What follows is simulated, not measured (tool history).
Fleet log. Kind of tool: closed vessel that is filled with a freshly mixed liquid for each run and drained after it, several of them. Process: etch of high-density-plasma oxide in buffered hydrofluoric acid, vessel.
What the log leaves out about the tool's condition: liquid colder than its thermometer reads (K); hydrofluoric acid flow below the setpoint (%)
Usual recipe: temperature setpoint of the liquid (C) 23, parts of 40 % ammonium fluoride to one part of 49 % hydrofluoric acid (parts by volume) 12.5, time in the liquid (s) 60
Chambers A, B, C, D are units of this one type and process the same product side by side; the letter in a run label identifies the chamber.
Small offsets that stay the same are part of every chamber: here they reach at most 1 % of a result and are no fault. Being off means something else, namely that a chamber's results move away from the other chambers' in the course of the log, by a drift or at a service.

run,day,temperature setpoint of the liquid (C),parts of 40 % ammonium fluoride to one part of 49 % hydrofluoric acid (parts by volume),time in the liquid (s),hours since the thermometer was replaced,hours since the hydrofluoric acid flow meter was replaced,"read-back film thickness of the high-density-plasma oxide reference wafer, read on the same gauge (nm)",thickness taken off the high-density-plasma oxide on a monitor wafer (nm)
1A,0.083,23,12.5,60,1462,1480.1,29.962,57.122
2C,0.188,23,12.5,60,424.5,1976.5,29.984,56.962
3D,0.321,23,12.5,60,453.6,483.8,30.004,56.761
4B,0.408,23,12.5,60,222.4,551.5,29.988,56.419
5D,0.488,23,12.5,60,457.6,487.8,30.015,56.59
6C,0.575,23,12.5,60,433.8,1985.8,29.998,56.312
7A,0.7,23,12.5,30,1476.8,1494.9,30.037,28.371
8B,0.821,23,12.5,30,232.3,561.4,30.017,28.364
9D,1.004,23,12.5,30,470,500.2,29.992,28.155
10B,1.129,23,12.5,30,239.7,568.8,30.015,28.127
11C,1.279,23,12.5,60,450.7,2002.7,30.021,56.934
12A,1.412,20.5,14,60,1493.9,1512,29.955,44.615
13D,1.579,20.5,14,60,483.8,514,30.001,43.811
14C,1.75,20.5,14,60,462,2014,29.966,43.989
# day 1.771: chamber C: hydrofluoric acid flow meter replaced
15B,1.883,20.5,14,60,257.8,586.9,30.025,44.308
16A,2.071,27.5,12.5,35,1509.7,1527.8,30.032,41.981
17A,2.162,27.5,12.5,35,1511.9,1530,29.99,41.993
18B,2.283,27.5,12.5,35,267.4,596.5,30.006,41.875
19C,2.375,27.5,12.5,35,477,14.5,29.985,41.653
20D,2.517,23,12.5,60,506.3,536.5,29.986,56.912
21B,2.704,23,12.5,60,277.5,606.6,29.998,56.606
22C,2.862,23,12.5,60,488.7,26.2,30.014,55.389
23A,2.946,23,12.5,60,1530.7,1548.8,29.994,57.181
24D,3.125,23,12.5,60,520.9,551.1,29.984,56.416
25D,3.308,23,12.5,60,525.3,555.5,30.028,56.569
26B,3.433,23,12.5,60,295,624.1,29.999,56.766
27A,3.608,23,12.5,60,1546.6,1564.7,29.958,56.315
28C,3.7,23,12.5,60,508.8,46.3,30.045,54.77
29D,3.779,23,15.5,90,536.6,566.8,30.03,68.188
30B,3.912,23,15.5,90,306.5,635.6,30.038,69.035
31C,4.012,23,15.5,90,516.3,53.8,29.994,66.442
32A,4.138,23,15.5,90,1559.3,1577.4,29.999,69.169
33C,4.221,23,12.5,60,521.3,58.8,29.939,54.537
34B,4.342,23,12.5,60,316.8,645.9,29.961,56.794
35A,4.504,23,12.5,60,1568.1,1586.2,30.004,56.88
36D,4.592,23,12.5,60,556.1,586.3,29.959,56.419
37B,4.746,23,8.5,75,326.5,655.6,30.009,100.31
38C,4.908,23,8.5,75,537.8,75.3,30.009,93.938
39A,5.054,23,8.5,75,1581.3,1599.4,30.01,99.29

Is one chamber out of step, is the gauge drifting, or do the chambers differ by no more than their own small offsets? For an off chamber, give its letter and the likeliest cause.

Little by little, chamber C moves away from the other chambers.
What lies behind it: liquid colder than its thermometer reads (K) = 1.05.

Which of the 4 candidates below, each the usual settings with something changed and its results left as question marks, puts chamber C back in line with what the other chambers give on the usual settings?
Counts as in line when no further than this from what the other chambers average on the usual settings: thickness taken off the high-density-plasma oxide on a monitor wafer (nm) 0.8
40C-1,5.188,22,12.5,60,,,,?
40C-2,5.188,24,12.5,60,,,,?
40C-3,5.188,23,12.5,65,,,,?
40C-4,5.188,23,12.5,55,,,,?

Usual-settings mean across the other chambers: thickness taken off the high-density-plasma oxide on a monitor wafer (nm) 56.647
run,thickness taken off the high-density-plasma oxide on a monitor wafer (nm)
40C-1,50.701
40C-2,56.726
40C-3,58.125
40C-4,49.183
The right change is 40C-2: it brings the chamber back within the allowed miss of the others.
